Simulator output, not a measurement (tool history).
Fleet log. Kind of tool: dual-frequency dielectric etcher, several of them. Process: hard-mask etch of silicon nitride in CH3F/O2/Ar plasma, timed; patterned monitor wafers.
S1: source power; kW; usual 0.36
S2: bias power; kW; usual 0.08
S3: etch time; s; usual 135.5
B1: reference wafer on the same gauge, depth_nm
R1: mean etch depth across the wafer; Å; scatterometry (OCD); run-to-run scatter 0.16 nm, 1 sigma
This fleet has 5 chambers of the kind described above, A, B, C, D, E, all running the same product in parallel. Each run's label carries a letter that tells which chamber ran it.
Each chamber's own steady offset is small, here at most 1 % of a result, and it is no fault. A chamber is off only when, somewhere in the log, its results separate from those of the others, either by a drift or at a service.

run,hour,S1,S2,S3,B1,R1
1B,7.2,0.36,0.08,135.5,93.611,955.78
2E,14.5,0.36,0.08,135.5,93.665,945.61
3C,24.9,0.36,0.08,135.5,93.689,944.94
4D,30.4,0.36,0.08,135.5,93.713,943.26
5A,37,0.36,0.08,135.5,93.721,950.77
6B,42.3,0.36,0.08,135.5,93.675,955.63
7A,49.8,0.36,0.08,135.5,93.705,947.01
# hour 56.3: chamber E: wet clean of the chamber
8E,59.4,0.36,0.08,135.5,93.755,945.35
9D,65.2,0.36,0.08,135.5,93.754,944.5
10C,71.9,0.36,0.08,135.5,93.801,943.83
11A,78.4,0.36,0.08,135.5,93.796,947.31
12E,86.7,0.36,0.08,135.5,93.862,944.1
13B,93.2,0.36,0.08,135.5,93.869,956.55
14D,100.2,0.36,0.08,135.5,93.855,943.98
15C,107.2,0.36,0.08,135.5,93.919,946.77
16A,113.2,0.36,0.08,135.5,93.91,951.05
17C,119.8,0.36,0.08,135.5,93.971,945.66
18D,130.6,0.36,0.08,135.5,93.994,947.03
19B,138.9,0.36,0.08,135.5,93.984,957.6
20E,148.5,0.36,0.08,96.5,93.976,675.29
# hour 149.2: chamber E: bias power generator calibrated
21A,155.3,0.36,0.08,96.5,94.009,676.38
22D,162.5,0.36,0.08,96.5,94.027,674.15
23B,167.4,0.36,0.08,96.5,94.055,682.88
24C,173.7,0.36,0.08,96.5,94.037,675.95
25E,182.5,0.36,0.08,115,94.081,807.75
# hour 184.7: chamber D: wet clean of the chamber
26C,189,0.36,0.08,115,94.082,803.63
27A,196.6,0.36,0.08,115,94.137,808.05
28D,205.8,0.36,0.08,115,94.15,804.27
29B,214.6,0.36,0.08,115,94.164,816.53
30E,225.7,0.36,0.08,135.5,94.247,949.97
31A,234,0.36,0.08,135.5,94.227,956.29

The same settings go to every chamber for the next run, one line per chamber below. Forecast the results for each:
32A,242,0.36,0.08,135.5,,?
32B,242,0.36,0.08,135.5,,?
32C,242,0.36,0.08,135.5,,?
32D,242,0.36,0.08,135.5,,?
32E,242,0.36,0.08,135.5,,?

run,R1
32A,956.53
32B,961.38
32C,952.91
32D,947.66
32E,953.31
